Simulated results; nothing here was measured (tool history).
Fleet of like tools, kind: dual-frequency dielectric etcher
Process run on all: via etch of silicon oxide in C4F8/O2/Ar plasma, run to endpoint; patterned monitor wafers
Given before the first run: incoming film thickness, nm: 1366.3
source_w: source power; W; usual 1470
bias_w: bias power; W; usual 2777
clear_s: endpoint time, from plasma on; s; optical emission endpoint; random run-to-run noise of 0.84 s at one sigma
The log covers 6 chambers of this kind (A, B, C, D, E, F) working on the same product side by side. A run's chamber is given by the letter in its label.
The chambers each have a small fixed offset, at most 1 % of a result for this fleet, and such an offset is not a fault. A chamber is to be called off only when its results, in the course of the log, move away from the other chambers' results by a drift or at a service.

run,hour,source_w,bias_w,clear_s
1C,4.6,1470,2777,278.02
2E,8.7,1470,2777,275.57
3B,12.9,1470,2777,278.67
4A,17.2,1470,2777,272.97
5D,24.8,1470,2777,277.24
6F,33,1470,2777,277
7A,37.3,1470,2777,273.47
8F,42.4,1470,2777,278.85
9D,46.5,1470,2777,276.73
10E,53.1,1470,2777,274.43
11B,58.3,1470,2777,278.47
12C,62.9,1470,2777,276.59
13F,71.4,1470,2777,278.23
14E,77.1,1470,2777,272.4
15D,83.7,1280,2470,303.36
16A,89.5,1280,2470,299.22
17B,97.6,1280,2470,304.76
18C,102.2,1280,2470,304.15
19E,108.2,1280,2470,300.83
20C,112.6,1280,2470,302.45
21D,119.8,1470,2777,277.95
22F,127.8,1470,2777,279.46
23A,136.2,1470,2777,274.51
24B,142.2,1240,3442,278.35
25A,147.2,1240,3442,273.68
26B,152.4,1240,3442,280.16
# hour 154.3: chamber D: wet clean of the chamber
27F,156.9,1240,3442,277.24
28C,161.7,1240,3442,277.09
29D,167.7,1240,3442,276.74
30E,174.2,1150,3096,292.24
31F,181.3,1150,3096,295.36
32A,186.3,1150,3096,291.7
33E,195.5,1150,3096,290.95
34C,204.6,1150,3096,295.22
35B,211.5,1150,3096,298.17
36D,218.2,1470,2777,277.36
37D,223,1470,2777,277.39
38C,229.7,1470,2777,278.07
39F,234.2,1470,2777,280.33
40B,242.8,1470,2777,282.25
41A,248.9,1470,2777,273.89

Read the log: is a single chamber off, either drifting away or since a service, is the gauge that measures every chamber drifting, or is nothing wrong beyond small per-chamber offsets? Name any odd chamber and what most likely caused it.

One chamber, B, drifts off from the rest bit by bit.
Most likely cause: etch rate under this chamber's usual, % = 1.85.
The log might look much the same if the cause were instead: source power that arrives under what is set, %; bias power that arrives under what is set, %.

Chamber B could run next with any of the 4 candidate recipes listed below; each alters the usual settings, and their results appear as question marks. Which one brings its results back in line with what the other chambers deliver on the usual settings?
Maximum distance from the other chambers' mean on the usual settings for a result to count as in line: clear_s 2.9 s
42B-1,255.4,1460,2758,?
42B-2,255.4,1470,2826,?
42B-3,255.4,1380,2777,?
42B-4,255.4,1470,2995,?

Average result of the remaining chambers running the usual settings: clear_s 276.38 s
run,clear_s
42B-1,284.65
42B-2,281.76
42B-3,290.34
42B-4,276.68
With 42B-4, the chamber falls back in line with the rest.
